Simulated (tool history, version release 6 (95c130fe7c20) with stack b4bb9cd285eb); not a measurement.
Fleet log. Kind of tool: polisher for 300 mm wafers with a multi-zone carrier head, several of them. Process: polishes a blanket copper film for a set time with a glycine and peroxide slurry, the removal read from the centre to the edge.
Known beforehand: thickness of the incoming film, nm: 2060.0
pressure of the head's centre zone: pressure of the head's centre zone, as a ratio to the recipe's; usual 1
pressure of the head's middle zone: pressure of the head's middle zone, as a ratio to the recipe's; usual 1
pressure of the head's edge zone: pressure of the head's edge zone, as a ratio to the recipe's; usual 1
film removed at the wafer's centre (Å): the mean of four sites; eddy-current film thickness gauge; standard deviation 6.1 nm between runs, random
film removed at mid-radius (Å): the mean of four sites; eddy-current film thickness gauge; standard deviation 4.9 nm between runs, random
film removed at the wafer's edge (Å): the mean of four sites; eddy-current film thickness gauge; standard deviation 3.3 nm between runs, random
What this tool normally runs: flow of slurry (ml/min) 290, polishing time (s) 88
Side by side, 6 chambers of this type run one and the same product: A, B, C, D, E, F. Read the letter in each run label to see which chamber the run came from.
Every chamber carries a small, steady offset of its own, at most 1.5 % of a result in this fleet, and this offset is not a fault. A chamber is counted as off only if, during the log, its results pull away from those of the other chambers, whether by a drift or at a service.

run,hour,flow of slurry (ml/min),pressure of the head's centre zone,pressure of the head's middle zone,pressure of the head's edge zone,polishing time (s),wafers polished on this pad,hours since the slurry nozzle was cleaned,hours since the centre zone pressure was calibrated,hours since the edge zone pressure was calibrated,film removed at the wafer's centre (Å),film removed at mid-radius (Å),film removed at the wafer's edge (Å)
# hour 2.9: chamber D: worn pad replaced by a new one
1A,7.8,290,1,1,1,88,571,52.3,466.8,369.2,4711.3,4604.3,4545.6
# hour 14.8: chamber C: worn pad replaced by a new one
2D,18.8,290,1,1,1,88,136,70.8,856.6,94.6,4589.6,4584.9,4530.8
3F,30.4,290,1,1,1,88,490,313.9,209.3,325.8,4713.1,4496.9,4614.6
4E,40.6,290,1,1,1,88,444,85.3,238.2,462.7,4538.5,4650.4,4598.5
# hour 45.8: chamber A: worn pad replaced by a new one
5B,50.7,325,1,1,1,88,530,560,144.5,764.2,4609.2,4584.2,4580.2
6C,63.9,325,1,1,1,88,419,284.5,554.4,528.8,4515,4616.8,4567.5
# hour 65.1: chamber C: edge zone pressure recalibrated
7D,71.2,325,1,1,1,88,583,123.2,909,147,4519.8,4577.7,4494.6
8F,81.5,325,1,1,1,88,926,365,260.4,376.9,4567.5,4509.2,4564.1
9C,88.9,325,1,1,1,88,633,309.5,579.4,23.9,4534.4,4670.3,4639.1
# hour 96.1: chamber D: worn pad replaced by a new one
10B,102.6,325,1,1,1,88,973,611.9,196.4,816.1,4498.3,4540.5,4531.9
11A,115.5,290,1,1,1,88,595,160,574.5,476.9,4528.3,4542,4524.7
# hour 121.6: chamber F: worn pad replaced by a new one
12E,124.9,290,1,1,1,88,1163,169.6,322.5,547,4649.9,4526.8,4565.8
# hour 126.4: chamber B: worn pad replaced by a new one
# hour 133.2: chamber C: worn pad replaced by a new one
13D,134.6,195,1,1,1,88,329,186.6,972.4,210.4,4328,4344.6,4312.7
# hour 138.9: chamber E: worn pad replaced by a new one
14C,142,195,1,1,1,88,75,362.6,632.5,77,4197.8,4341.7,4407
# hour 142.3: chamber A: worn pad replaced by a new one
15F,153.9,195,1,1,1,88,276,437.4,332.8,449.3,4333.6,4245.1,4353.9
# hour 160.1: chamber E: edge zone pressure recalibrated
16A,165.1,195,1,1,1,88,195,209.6,624.1,526.5,4346,4480.8,4345.8
# hour 170.6: chamber F: edge zone pressure recalibrated
17B,175.4,195,1,1,1,88,419,684.7,269.2,888.9,4272.8,4297.5,4331.8
# hour 178.6: chamber D: worn pad replaced by a new one
18E,188.9,195,1,1,1,88,427,233.6,386.5,28.8,4410.5,4289.4,4398.1
# hour 190.9: chamber B: slurry nozzle cleaned
19E,200.5,290,1,1,1,88,526,245.2,398.1,40.4,4566.7,4547.7,4535.3
20A,206.4,360,1,0.91,1,88,548,250.9,665.4,567.8,4774,4260.1,4533.2
# hour 212.4: chamber A: edge zone pressure recalibrated
21C,214,360,1,0.91,1,88,690,434.6,704.5,149,4618,4248.5,4632.7
22D,221.8,360,1,0.91,1,88,369,273.8,1059.6,297.6,4674.1,4250.5,4558
# hour 223.5: chamber E: slurry nozzle cleaned
# hour 230: chamber D: edge zone pressure recalibrated
# hour 231.8: chamber D: centre zone pressure recalibrated
23F,232.2,360,1,0.91,1,88,944,515.7,411.1,61.6,4583.3,4215.5,4601.9
24B,238.3,360,1,0.91,1,88,956,47.4,332.1,951.8,4646.2,4268.4,4597
# hour 245.6: chamber B: worn pad replaced by a new one
25E,251.8,360,1,0.91,1,88,964,28.4,449.4,91.7,4700.8,4284.4,4632
# hour 252.7: chamber D: worn pad replaced by a new one
# hour 255: chamber A: worn pad replaced by a new one
# hour 263.4: chamber F: worn pad replaced by a new one
26D,264.5,290,0.96,1,1,88,101,316.5,32.8,34.6,4484.8,4560.9,4485.8
27A,271.3,290,0.96,1,1,88,139,315.8,730.3,58.9,4455.7,4623,4475.3
# hour 277.3: chamber C: worn pad replaced by a new one
28C,277.8,290,0.96,1,1,88,4,498.4,768.3,212.8,4316.5,4585.8,4582.1
29B,284.7,290,0.96,1,1,88,334,93.8,378.5,998.2,4342.3,4503.2,4536.8
# hour 287.7: chamber C: slurry nozzle cleaned
# hour 295.6: chamber C: centre zone pressure recalibrated
# hour 296.5: chamber E: worn pad replaced by a new one
30F,297.9,290,0.96,1,1,88,295,581.4,476.8,127.3,4312.5,4627.7,4553.2
31D,306,290,0.96,1,1,88,455,358,74.3,76.1,4308,4504.1,4547.5
32A,317.1,290,1,1,1,88,530,361.6,776.1,104.7,4638.4,4564.4,4470.1
33F,329.7,335,1,1,1,73,566,613.2,508.6,159.1,3874,3737.4,3776.4
# hour 338.6: chamber D: worn pad replaced by a new one
34C,341.7,335,1,1,1,73,550,54.1,46.2,276.7,3875.4,3859.4,3830.1
35E,353.8,335,1,1,1,73,489,130.4,551.4,193.7,3912.2,3839.1,3779.7
36B,363,335,1,1,1,73,1003,172.1,456.8,1076.5,3858,3781.4,3812.2
# hour 363.2: chamber A: worn pad replaced by a new one
37B,369.1,335,1,1,1,73,1055,178.2,462.9,1082.6,3748.7,3765.1,3816.5
38A,381.2,335,1,1,1,73,153,425.7,840.2,168.8,3905.1,3839.1,3758.1
# hour 385.6: chamber F: centre zone pressure recalibrated
39D,388.2,290,1,1,1,88,424,440.2,156.5,158.3,4593.7,4527.5,4561.5
40E,401.6,290,1,1,1,88,898,178.2,599.2,241.5,4569.7,4515,4581.5
41F,407.6,290,1,1,1,88,1232,691.1,22.1,237,4585.9,4596.7,4557.5
# hour 415.5: chamber D: worn pad replaced by a new one
42C,417.4,290,1,1,1,88,1196,129.8,121.9,352.4,4514.6,4566.2,4556.7
43A,426,290,1,1,1,88,536,470.5,885,213.6,4600.4,4543.9,4515.1
44D,433,290,0.94,1,1,88,149,485,201.3,203.1,4209.2,4505.8,4485.3

All 6 chambers run these settings next. Forecast each chamber's results:
45A,442.8,290,1.08,1,1,88,,,,,?,?,?
45B,442.8,290,1.08,1,1,88,,,,,?,?,?
45C,442.8,290,1.08,1,1,88,,,,,?,?,?
45D,442.8,290,1.08,1,1,88,,,,,?,?,?
45E,442.8,290,1.08,1,1,88,,,,,?,?,?
45F,442.8,290,1.08,1,1,88,,,,,?,?,?

run,film removed at the wafer's centre (Å),film removed at mid-radius (Å),film removed at the wafer's edge (Å)
45A,4944.2,4636.8,4485.2
45B,4916.9,4551.2,4537.7
45C,4855.8,4633.7,4520
45D,5120.3,4620.7,4489.1
45E,4967,4535.8,4463.9
45F,4984.9,4567.5,4559.3

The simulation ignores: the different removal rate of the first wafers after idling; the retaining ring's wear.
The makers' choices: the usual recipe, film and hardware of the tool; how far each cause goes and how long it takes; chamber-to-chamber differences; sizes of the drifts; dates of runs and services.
